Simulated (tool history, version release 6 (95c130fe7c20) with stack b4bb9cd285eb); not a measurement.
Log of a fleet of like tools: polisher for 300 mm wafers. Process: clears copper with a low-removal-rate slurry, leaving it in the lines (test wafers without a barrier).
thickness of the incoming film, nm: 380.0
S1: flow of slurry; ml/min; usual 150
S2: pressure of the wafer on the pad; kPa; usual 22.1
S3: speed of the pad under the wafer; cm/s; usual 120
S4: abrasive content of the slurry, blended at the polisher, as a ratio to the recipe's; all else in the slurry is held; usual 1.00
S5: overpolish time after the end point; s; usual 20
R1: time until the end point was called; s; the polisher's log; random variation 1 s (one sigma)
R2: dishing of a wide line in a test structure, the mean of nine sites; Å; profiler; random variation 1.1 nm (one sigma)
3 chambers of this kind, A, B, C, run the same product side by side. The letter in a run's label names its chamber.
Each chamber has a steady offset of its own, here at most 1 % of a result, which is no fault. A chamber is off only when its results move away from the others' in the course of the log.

| run | day | S1 | S2 | S3 | S4 | S5 | R1 | R2 |
|---|---|---|---|---|---|---|---|---|
| 1C | 0.362 | 150 | 22.1 | 120 | 1.00 | 20 | 99.710 | 511.27 |
| 2B | 0.592 | 150 | 22.1 | 120 | 1.00 | 20 | 98.818 | 509.69 |
|  | 0.775 | chamber A: worn pad replaced by a new one |
| 3A | 0.904 | 150 | 22.1 | 120 | 1.00 | 20 | 99.417 | 514.10 |
| 4A | 1.062 | 150 | 22.1 | 120 | 1.00 | 20 | 100.400 | 492.88 |
|  | 1.133 | chamber C: slurry nozzle cleaned |
| 5C | 1.392 | 150 | 22.1 | 120 | 1.00 | 20 | 99.476 | 513.72 |
| 6B | 1.604 | 150 | 22.1 | 120 | 1.00 | 20 | 98.911 | 534.81 |
| 7B | 1.967 | 150 | 22.1 | 120 | 1.00 | 20 | 100.140 | 488.30 |
| 8A | 2.188 | 150 | 22.1 | 120 | 1.00 | 20 | 98.986 | 501.16 |
|  | 2.225 | chamber A: slurry nozzle cleaned |
| 9C | 2.392 | 200 | 22.1 | 120 | 1.00 | 20 | 95.304 | 498.20 |
| 10A | 2.629 | 200 | 22.1 | 120 | 1.00 | 20 | 94.444 | 514.45 |
|  | 2.842 | chamber B: worn pad replaced by a new one |
| 11C | 2.871 | 200 | 22.1 | 120 | 1.00 | 20 | 96.323 | 535.54 |
|  | 3.088 | chamber A: worn pad replaced by a new one |
| 12B | 3.212 | 150 | 22.1 | 120 | 1.00 | 20 | 98.035 | 532.66 |
| 13B | 3.450 | 150 | 22.1 | 120 | 1.00 | 20 | 98.087 | 502.94 |
| 14A | 3.662 | 150 | 22.1 | 120 | 1.00 | 20 | 98.816 | 503.10 |
| 15C | 4.012 | 150 | 22.1 | 120 | 1.00 | 20 | 97.966 | 505.15 |
|  | 4.142 | chamber B: slurry blender recalibrated |
| 16A | 4.221 | 150 | 22.1 | 120 | 1.00 | 20 | 96.959 | 500.51 |
|  | 4.408 | chamber C: slurry blender recalibrated |
| 17B | 4.467 | 150 | 22.1 | 120 | 1.00 | 20 | 98.754 | 519.13 |
| 18C | 4.788 | 150 | 22.1 | 120 | 1.00 | 12 | 99.958 | 314.43 |
| 19B | 5.100 | 150 | 22.1 | 120 | 1.00 | 12 | 100.540 | 320.50 |
|  | 5.362 | chamber C: worn pad replaced by a new one |
| 20A | 5.396 | 150 | 22.1 | 120 | 1.00 | 12 | 98.950 | 337.69 |
| 21C | 5.650 | 150 | 22.1 | 120 | 1.00 | 20 | 99.535 | 518.75 |
|  | 5.704 | chamber B: worn pad replaced by a new one |
|  | 5.750 | chamber A: worn pad replaced by a new one |
| 22B | 5.875 | 150 | 22.1 | 120 | 0.85 | 20 | 101.970 | 488.29 |
|  | 6.000 | chamber C: head pressure recalibrated |
| 23C | 6.192 | 150 | 22.1 | 120 | 0.85 | 20 | 102.870 | 485.10 |
| 24A | 6.504 | 150 | 22.1 | 120 | 0.85 | 20 | 102.500 | 494.80 |
| 25C | 6.804 | 150 | 22.1 | 120 | 1.00 | 20 | 99.100 | 525.53 |

What goes on in this fleet: one chamber off, a drifting gauge, or nothing beyond the chambers' own small offsets? Name the chamber and the cause, if any.

No chamber stands off beyond its own small offset, and the gauge holds steady.
